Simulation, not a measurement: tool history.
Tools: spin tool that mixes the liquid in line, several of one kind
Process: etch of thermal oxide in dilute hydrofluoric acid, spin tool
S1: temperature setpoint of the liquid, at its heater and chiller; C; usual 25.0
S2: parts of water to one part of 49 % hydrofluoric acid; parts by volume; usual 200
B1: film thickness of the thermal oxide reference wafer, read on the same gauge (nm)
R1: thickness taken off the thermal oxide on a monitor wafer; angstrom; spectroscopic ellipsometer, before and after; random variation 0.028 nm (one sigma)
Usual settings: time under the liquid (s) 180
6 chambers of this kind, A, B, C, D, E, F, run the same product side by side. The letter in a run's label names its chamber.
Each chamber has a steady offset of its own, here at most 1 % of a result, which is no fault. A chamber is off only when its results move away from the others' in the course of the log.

run 1F day=0.192 | S1=25.0 S2=200 time_under_the_liquid_(s)=180 | B1=109.98 | R1=37.795
run 2A day=0.400 | S1=25.0 S2=200 time_under_the_liquid_(s)=180 | B1=109.96 | R1=37.971
run 3D day=0.538 | S1=25.0 S2=200 time_under_the_liquid_(s)=180 | B1=109.99 | R1=38.049
run 4C day=0.671 | S1=25.0 S2=200 time_under_the_liquid_(s)=180 | B1=109.98 | R1=38.065
run 5B day=0.954 | S1=25.0 S2=200 time_under_the_liquid_(s)=180 | B1=110.01 | R1=38.050
run 6E day=1.204 | S1=25.0 S2=200 time_under_the_liquid_(s)=180 | B1=109.98 | R1=37.986
run 7A day=1.429 | S1=25.0 S2=200 time_under_the_liquid_(s)=180 | B1=110.00 | R1=37.577
run 8B day=1.600 | S1=25.0 S2=200 time_under_the_liquid_(s)=180 | B1=109.99 | R1=38.118
run 9C day=1.804 | S1=25.0 S2=200 time_under_the_liquid_(s)=180 | B1=110.04 | R1=37.640
run 10E day=2.004 | S1=25.0 S2=200 time_under_the_liquid_(s)=180 | B1=110.01 | R1=38.119
run 11F day=2.246 | S1=22.0 S2=260 time_under_the_liquid_(s)=180 | B1=110.00 | R1=24.868
run 12D day=2.533 | S1=22.0 S2=260 time_under_the_liquid_(s)=180 | B1=110.01 | R1=24.712
run 13C day=2.771 | S1=22.0 S2=260 time_under_the_liquid_(s)=180 | B1=109.98 | R1=24.699
run 14D day=2.912 | S1=22.0 S2=260 time_under_the_liquid_(s)=180 | B1=110.04 | R1=24.637
run 15A day=3.175 | S1=22.0 S2=260 time_under_the_liquid_(s)=180 | B1=110.00 | R1=24.275
run 16F day=3.333 | S1=22.0 S2=260 time_under_the_liquid_(s)=180 | B1=109.98 | R1=24.778
run 17B day=3.612 | S1=25.0 S2=200 time_under_the_liquid_(s)=180 | B1=110.00 | R1=38.006
run 18E day=3.754 | S1=25.0 S2=200 time_under_the_liquid_(s)=180 | B1=110.00 | R1=38.342
run 19E day=3.921 | S1=25.0 S2=200 time_under_the_liquid_(s)=180 | B1=110.03 | R1=37.843
run 20F day=4.196 | S1=25.0 S2=200 time_under_the_liquid_(s)=180 | B1=109.99 | R1=37.888
run 21B day=4.454 | S1=25.0 S2=200 time_under_the_liquid_(s)=180 | B1=109.99 | R1=38.221
run 22A day=4.646 | S1=25.0 S2=110 time_under_the_liquid_(s)=180 | B1=109.98 | R1=76.822
run 23C day=4.808 | S1=25.0 S2=110 time_under_the_liquid_(s)=180 | B1=110.02 | R1=73.878
run 24D day=5.046 | S1=25.0 S2=110 time_under_the_liquid_(s)=180 | B1=110.00 | R1=74.647
run 25B day=5.254 | S1=25.0 S2=110 time_under_the_liquid_(s)=180 | B1=110.00 | R1=78.521
run 26D day=5.412 | S1=25.0 S2=110 time_under_the_liquid_(s)=180 | B1=110.01 | R1=74.613
run 27F day=5.629 | S1=25.0 S2=110 time_under_the_liquid_(s)=180 | B1=109.98 | R1=75.992
run 28C day=5.908 | S1=25.0 S2=200 time_under_the_liquid_(s)=180 | B1=110.00 | R1=36.890
run 29E day=6.142 | S1=28.5 S2=200 time_under_the_liquid_(s)=125 | B1=110.01 | R1=30.036
run 30A day=6.338 | S1=28.5 S2=200 time_under_the_liquid_(s)=125 | B1=110.03 | R1=29.742
run 31A day=6.612 | S1=28.5 S2=200 time_under_the_liquid_(s)=125 | B1=109.98 | R1=29.842
run 32C day=6.879 | S1=28.5 S2=200 time_under_the_liquid_(s)=125 | B1=110.02 | R1=28.706
run 33E day=7.075 | S1=28.5 S2=200 time_under_the_liquid_(s)=125 | B1=110.00 | R1=30.381
run 34B day=7.296 | S1=28.5 S2=200 time_under_the_liquid_(s)=125 | B1=109.99 | R1=30.154
run 35D day=7.442 | S1=25.0 S2=200 time_under_the_liquid_(s)=180 | B1=110.03 | R1=37.934
run 36F day=7.633 | S1=25.0 S2=200 time_under_the_liquid_(s)=180 | B1=110.04 | R1=38.164
run 37A day=7.796 | S1=25.0 S2=200 time_under_the_liquid_(s)=180 | B1=109.94 | R1=37.939
run 38C day=7.992 | S1=25.0 S2=200 time_under_the_liquid_(s)=180 | B1=109.99 | R1=36.128
run 39E day=8.167 | S1=25.0 S2=200 time_under_the_liquid_(s)=180 | B1=110.00 | R1=38.843

Is one chamber off against the others, does the gauge drift, or is nothing wrong? If a chamber is off, say which, and what the likeliest cause is.

Chamber C drifts away from the others.
Cause: liquid colder than its thermometer reads (K) = 1.19.
The log may not tell that from: hydrofluoric acid flow below the setpoint (%).

Here are 4 candidates for chamber C's next run, each the usual settings with a change, their results left as question marks. Which one brings its results back in line with what the others give on the usual settings?
In line means no further than this from the other chambers' mean on the usual settings: R1 0.990 angstrom
run 40C-1 day=8.379 | S1=22.5 S2=200 time_under_the_liquid_(s)=180 | R1=?
run 40C-2 day=8.379 | S1=25.0 S2=200 time_under_the_liquid_(s)=200 | R1=?
run 40C-3 day=8.379 | S1=25.0 S2=200 time_under_the_liquid_(s)=170 | R1=?
run 40C-4 day=8.379 | S1=25.0 S2=195 time_under_the_liquid_(s)=185 | R1=?

The other chambers' mean on the usual settings: R1 38.028 angstrom
run=40C-1 R1=32.900
run=40C-2 R1=40.169
run=40C-3 R1=34.144
run=40C-4 R1=38.310
40C-4 brings the chamber back in line.
